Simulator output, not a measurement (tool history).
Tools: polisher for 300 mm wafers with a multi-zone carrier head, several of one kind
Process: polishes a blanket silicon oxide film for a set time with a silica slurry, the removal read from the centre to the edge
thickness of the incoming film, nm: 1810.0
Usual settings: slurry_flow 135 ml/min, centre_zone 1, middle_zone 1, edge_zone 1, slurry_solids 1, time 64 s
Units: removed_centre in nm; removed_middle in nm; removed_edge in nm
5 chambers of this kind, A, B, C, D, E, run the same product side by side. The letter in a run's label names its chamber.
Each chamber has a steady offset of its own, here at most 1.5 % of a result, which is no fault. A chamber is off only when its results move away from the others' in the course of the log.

run	hour	slurry_flow	centre_zone	middle_zone	edge_zone	slurry_solids	time	wafers polished on this pad	hours since the slurry nozzle was cleaned	hours since the centre zone pressure was calibrated	hours since the edge zone pressure was calibrated	removed_centre	removed_middle	removed_edge
# hour 1.6: chamber B: worn pad replaced by a new one
# hour 2.7: chamber E: worn pad replaced by a new one
1A	4	135	1	1	1	1	64	978	534.8	331.8	404.5	246.63	241.85	248.82
# hour 8.6: chamber D: worn pad replaced by a new one
2C	8.6	135	1	1	1	1	64	705	237.5	420.7	98.6	243.95	249.21	250.77
3D	12.2	135	1	1	1	1	64	26	293.4	369.1	283.5	247.09	247.41	251.33
# hour 17: chamber D: edge zone pressure recalibrated
4B	17.1	135	1	1	1	1	64	109	565.2	753.7	900.5	241.75	241.28	243.01
5E	22.9	135	1	1	1	1	64	142	35.8	210.5	846.7	248.46	244.98	248.29
# hour 24.9: chamber A: worn pad replaced by a new one
6E	27.1	135	1	1	1	1	64	172	40	214.7	850.9	251.06	244.97	245.13
7C	31.2	135	1	1	1	1	64	864	260.1	443.3	121.2	247.97	250.41	249.58
# hour 34.6: chamber C: worn pad replaced by a new one
8D	36.2	135	1	1	1	1	64	195	317.4	393.1	19.2	248.22	249.77	243.79
9A	38.8	135	1	1	1	1	64	98	569.6	366.6	439.3	250.29	243.82	242.51
10B	43.7	135	1	1	1	1	64	297	591.8	780.3	927.1	248.28	249.96	251.07
# hour 46.1: chamber D: centre zone pressure recalibrated
11B	48.3	135	1	1	1	1	64	329	596.4	784.9	931.7	246.28	246.1	245.87
# hour 50.2: chamber A: slurry nozzle cleaned
12E	53.2	135	1	1	1	1	64	356	66.1	240.8	877	243.56	242.42	243.66
13C	56.6	135	1	1	1	1	64	155	285.5	468.7	146.6	248.55	243.51	251.43
14D	59.9	135	1	1	1	1	64	362	341.1	13.9	42.9	241.66	245.61	244.4
15A	62.5	135	1	1.08	1	1.1	64	265	12.4	390.3	463	247.29	280.22	257.02
16D	68.1	135	1	1.08	1	1.1	64	420	349.3	22.1	51.1	259.59	278.47	258.01
17A	71.3	135	1	1.08	1	1.1	64	327	21.2	399.1	471.8	247.2	273.6	258
# hour 75.6: chamber C: slurry nozzle cleaned
18E	76.1	135	1	1.08	1	1.1	64	518	89	263.7	899.9	256.35	278.79	249.62
19C	78.6	135	1	1.08	1	1.1	64	310	3.1	490.7	168.6	259.99	278.47	257.16
20B	83.6	135	1	1	1	1	64	578	631.7	820.2	967	249.94	243.49	245.68
21C	87.5	135	1	1.05	1	1	79	373	12	499.6	177.5	304.39	315.98	308.5
22A	92.8	135	1	1.05	1	1	79	479	42.7	420.6	493.3	289.32	316.46	299.56
23B	96.4	135	1	1.05	1	1	79	669	644.5	833	979.8	304.83	315.62	302.12
24E	99.9	135	1	1.05	1	1	79	685	112.8	287.5	923.7	303.38	316.08	304.66
25D	104.8	135	1	1.05	1	1	79	679	386	58.8	87.8	311.46	311.63	298.34
# hour 107.9: chamber E: worn pad replaced by a new one
# hour 108.5: chamber E: edge zone pressure recalibrated
26E	109.8	135	1	1	1	1	64	13	122.7	297.4	1.3	247.32	246.53	240.33
27B	113.5	135	1	1	1	1	64	789	661.6	850.1	996.9	249.7	243.33	253.1
28A	117.8	135	1	1	1	1	64	655	67.7	445.6	518.3	229.02	242.33	243.52
29C	121	135	1	1	1	1	64	609	45.5	533.1	211	244.04	243.64	254.13
30D	126	135	1	1	1	1	64	828	407.2	80	109	245.34	246.76	249.05
31E	131.6	135	1	1	1	1	64	167	144.5	319.2	23.1	246.35	242.46	250.58
# hour 134.6: chamber B: slurry nozzle cleaned
32B	136.2	135	1	1	1	1	64	949	1.6	872.8	1019.6	244.82	247.66	241.78
33C	141.2	135	1	1	1	1	64	752	65.7	553.3	231.2	249.47	249.1	248.8
34A	143.8	135	1	1	1	1	64	839	93.7	471.6	544.3	221.8	250.05	252.09
35D	149.5	135	1	1	1	1	64	994	430.7	103.5	132.5	249.63	248.1	248.09
36E	152.8	135	1	1	1	1	64	316	165.7	340.4	44.3	252.92	249.24	248.04
37C	157.9	135	1	1	1	1	64	870	82.4	570	247.9	245.73	250.24	247.61
38A	161.7	135	1	1	1	1	64	965	111.6	489.5	562.2	223.63	246.35	250.04
39D	164.8	135	1	1	1	1	64	1102	446	118.8	147.8	246.47	247.83	245.03
40B	169.4	135	1	1	1	1	64	1184	34.8	906	1052.8	249.98	246.66	245.28
41D	174.4	150	1	1	1	1	64	1170	455.6	128.4	157.4	248.24	255.78	247.06

All 5 chambers run these settings next. Forecast each chamber's results:
42A	178.6	135	1	1	0.91	1	64					?	?	?
42B	178.6	135	1	1	0.91	1	64					?	?	?
42C	178.6	135	1	1	0.91	1	64					?	?	?
42D	178.6	135	1	1	0.91	1	64					?	?	?
42E	178.6	135	1	1	0.91	1	64					?	?	?

run	removed_centre	removed_middle	removed_edge
42A	217.27	247.31	230.65
42B	249.5	245.31	232.44
42C	248.53	245.5	241.08
42D	250.13	247.31	239.85
42E	252.37	249.79	234.81
